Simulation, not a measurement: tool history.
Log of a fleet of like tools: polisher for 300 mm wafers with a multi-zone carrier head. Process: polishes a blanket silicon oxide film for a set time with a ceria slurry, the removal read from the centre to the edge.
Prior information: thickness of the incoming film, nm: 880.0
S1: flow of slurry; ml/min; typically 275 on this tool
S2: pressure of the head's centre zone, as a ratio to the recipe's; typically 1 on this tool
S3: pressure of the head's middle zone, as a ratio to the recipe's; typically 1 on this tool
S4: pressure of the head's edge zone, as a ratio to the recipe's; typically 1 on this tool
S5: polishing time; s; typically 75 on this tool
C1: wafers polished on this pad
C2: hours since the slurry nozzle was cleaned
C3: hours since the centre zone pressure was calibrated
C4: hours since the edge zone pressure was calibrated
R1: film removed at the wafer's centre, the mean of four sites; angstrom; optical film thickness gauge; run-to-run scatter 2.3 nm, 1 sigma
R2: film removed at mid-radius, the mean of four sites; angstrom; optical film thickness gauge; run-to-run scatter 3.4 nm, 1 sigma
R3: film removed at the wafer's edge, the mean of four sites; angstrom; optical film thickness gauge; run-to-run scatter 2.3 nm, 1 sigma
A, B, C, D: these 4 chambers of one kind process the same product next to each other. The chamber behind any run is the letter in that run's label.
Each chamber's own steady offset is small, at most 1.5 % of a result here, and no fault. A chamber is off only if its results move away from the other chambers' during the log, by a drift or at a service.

Run 1A, day 0.158: usual settings; C1 814; C2 219.3; C3 261.1; C4 330.4. Result: R1 3559.5 angstrom, R2 3596.7 angstrom, R3 3571.1 angstrom.
Run 2C, day 0.358: usual settings; C1 386; C2 226.4; C3 878.5; C4 414.6. Result: R1 3609.6 angstrom, R2 3596.2 angstrom, R3 3573.6 angstrom.
Run 3B, day 0.529: usual settings; C1 500; C2 572.9; C3 609.3; C4 132.4. Result: R1 3557 angstrom, R2 3508 angstrom, R3 3575.2 angstrom.
At day 0.588: chamber B: slurry nozzle cleaned.
At day 0.617: chamber D: worn pad replaced by a new one.
Run 4D, day 0.742: usual settings; C1 21; C2 695.3; C3 972.9; C4 316.5. Result: R1 3532.4 angstrom, R2 3674 angstrom, R3 3627.6 angstrom.
Run 5A, day 0.871: usual settings; C1 936; C2 236.4; C3 278.2; C4 347.5. Result: R1 3591.7 angstrom, R2 3542.7 angstrom, R3 3580.2 angstrom.
Run 6B, day 0.979: usual settings; C1 577; C2 9.5; C3 620.1; C4 143.2. Result: R1 3565 angstrom, R2 3497.3 angstrom, R3 3530.4 angstrom.
Run 7D, day 1.079: usual settings; C1 79; C2 703.4; C3 981; C4 324.6. Result: R1 3555.7 angstrom, R2 3579.7 angstrom, R3 3567.6 angstrom.
Run 8C, day 1.204: usual settings; C1 531; C2 246.7; C3 898.8; C4 434.9. Result: R1 3547.1 angstrom, R2 3535.8 angstrom, R3 3527.3 angstrom.
At day 1.271: chamber A: slurry nozzle cleaned.
Run 9D, day 1.325: usual settings; C1 121; C2 709.3; C3 986.9; C4 330.5. Result: R1 3496.3 angstrom, R2 3585.6 angstrom, R3 3570.2 angstrom.
Run 10A, day 1.446: usual settings but S4 1.06; C1 1034; C2 4.2; C3 292; C4 361.3. Result: R1 3594.7 angstrom, R2 3477.4 angstrom, R3 3704.2 angstrom.
At day 1.492: chamber C: worn pad replaced by a new one.
Run 11C, day 1.604: usual settings but S4 1.06; C1 19; C2 256.3; C3 908.4; C4 444.5. Result: R1 3578.9 angstrom, R2 3525.8 angstrom, R3 3676.8 angstrom.
Run 12B, day 1.771: usual settings but S4 1.06; C1 712; C2 28.5; C3 639.1; C4 162.2. Result: R1 3528.5 angstrom, R2 3505.2 angstrom, R3 3648.6 angstrom.
Run 13D, day 1.967: usual settings but S4 1.06; C1 230; C2 724.7; C3 1002.3; C4 345.9. Result: R1 3543 angstrom, R2 3541.9 angstrom, R3 3652 angstrom.
Run 14C, day 2.117: usual settings; C1 107; C2 268.6; C3 920.7; C4 456.8. Result: R1 3615.3 angstrom, R2 3554.8 angstrom, R3 3548.4 angstrom.
Run 15B, day 2.258: usual settings; C1 795; C2 40.2; C3 650.8; C4 173.9. Result: R1 3548.6 angstrom, R2 3477.9 angstrom, R3 3489.4 angstrom.
Run 16A, day 2.4: usual settings; C1 1197; C2 27.1; C3 314.9; C4 384.2. Result: R1 3526.5 angstrom, R2 3490 angstrom, R3 3565.2 angstrom.
Run 17C, day 2.612: usual settings but S5 58 s; C1 191; C2 280.5; C3 932.6; C4 468.7. Result: R1 2781.4 angstrom, R2 2805.7 angstrom, R3 2755.4 angstrom.
Run 18D, day 2.733: usual settings but S5 58 s; C1 361; C2 743.1; C3 1020.7; C4 364.3. Result: R1 2705.6 angstrom, R2 2765.4 angstrom, R3 2784.8 angstrom.
Run 19A, day 2.888: usual settings but S5 58 s; C1 1280; C2 38.8; C3 326.6; C4 395.9. Result: R1 2739.5 angstrom, R2 2751.6 angstrom, R3 2758.8 angstrom.
Run 20B, day 3.038: usual settings but S5 58 s; C1 928; C2 58.9; C3 669.5; C4 192.6. Result: R1 2654 angstrom, R2 2650.1 angstrom, R3 2634.3 angstrom.
Run 21A, day 3.221: usual settings but S2 1.05, S5 90 s; C1 1336; C2 46.8; C3 334.6; C4 403.9. Result: R1 4498.2 angstrom, R2 4339.8 angstrom, R3 4252.8 angstrom.
At day 3.288: chamber D: slurry nozzle cleaned.
Run 22C, day 3.325: usual settings but S2 1.05, S5 90 s; C1 313; C2 297.6; C3 949.7; C4 485.8. Result: R1 4560.2 angstrom, R2 4264.8 angstrom, R3 4221.1 angstrom.
Run 23D, day 3.45: usual settings but S2 1.05, S5 90 s; C1 483; C2 4; C3 1037.9; C4 381.5. Result: R1 4411.1 angstrom, R2 4312.1 angstrom, R3 4315.4 angstrom.
At day 3.579: chamber A: worn pad replaced by a new one.
Run 24B, day 3.596: usual settings but S2 1.05, S5 90 s; C1 1023; C2 72.3; C3 682.9; C4 206. Result: R1 4270.1 angstrom, R2 4007.1 angstrom, R3 4063.8 angstrom.
Run 25B, day 3.738: usual settings; C1 1047; C2 75.7; C3 686.3; C4 209.4. Result: R1 3344.9 angstrom, R2 3352.3 angstrom, R3 3324.2 angstrom.
At day 3.762: chamber D: worn pad replaced by a new one.
Run 26A, day 3.879: usual settings but S1 245 ml/min, S3 1.09; C1 51; C2 62.6; C3 350.4; C4 419.7. Result: R1 3561.2 angstrom, R2 3813.3 angstrom, R3 3526.3 angstrom.
Run 27C, day 4.062: usual settings but S1 245 ml/min, S3 1.09; C1 438; C2 315.3; C3 967.4; C4 503.5. Result: R1 3557.9 angstrom, R2 3874.1 angstrom, R3 3484.9 angstrom.
Run 28D, day 4.196: usual settings but S1 245 ml/min, S3 1.09; C1 74; C2 21.9; C3 1055.8; C4 399.4. Result: R1 3459.7 angstrom, R2 3852.2 angstrom, R3 3575.8 angstrom.
Run 29B, day 4.396: usual settings but S1 245 ml/min, S3 1.09; C1 1159; C2 91.5; C3 702.1; C4 225.2. Result: R1 3260.7 angstrom, R2 3533.9 angstrom, R3 3320.9 angstrom.
Run 30A, day 4.542: usual settings; C1 164; C2 78.5; C3 366.3; C4 435.6. Result: R1 3569.9 angstrom, R2 3562.9 angstrom, R3 3581.9 angstrom.

The same settings go to every chamber for the next run, one line per chamber below. Forecast the results for each:
Run 31A, day 4.696: usual settings. Result: R1 ?, R2 ?, R3 ?.
Run 31B, day 4.696: usual settings. Result: R1 ?, R2 ?, R3 ?.
Run 31C, day 4.696: usual settings. Result: R1 ?, R2 ?, R3 ?.
Run 31D, day 4.696: usual settings. Result: R1 ?, R2 ?, R3 ?.

run      R1      R2      R3
31A  3545.7  3534.5  3560.8
31B  3319.4  3241.6  3260.5
31C  3588.8  3618.3  3558.5
31D  3519.6  3551.8  3555.2
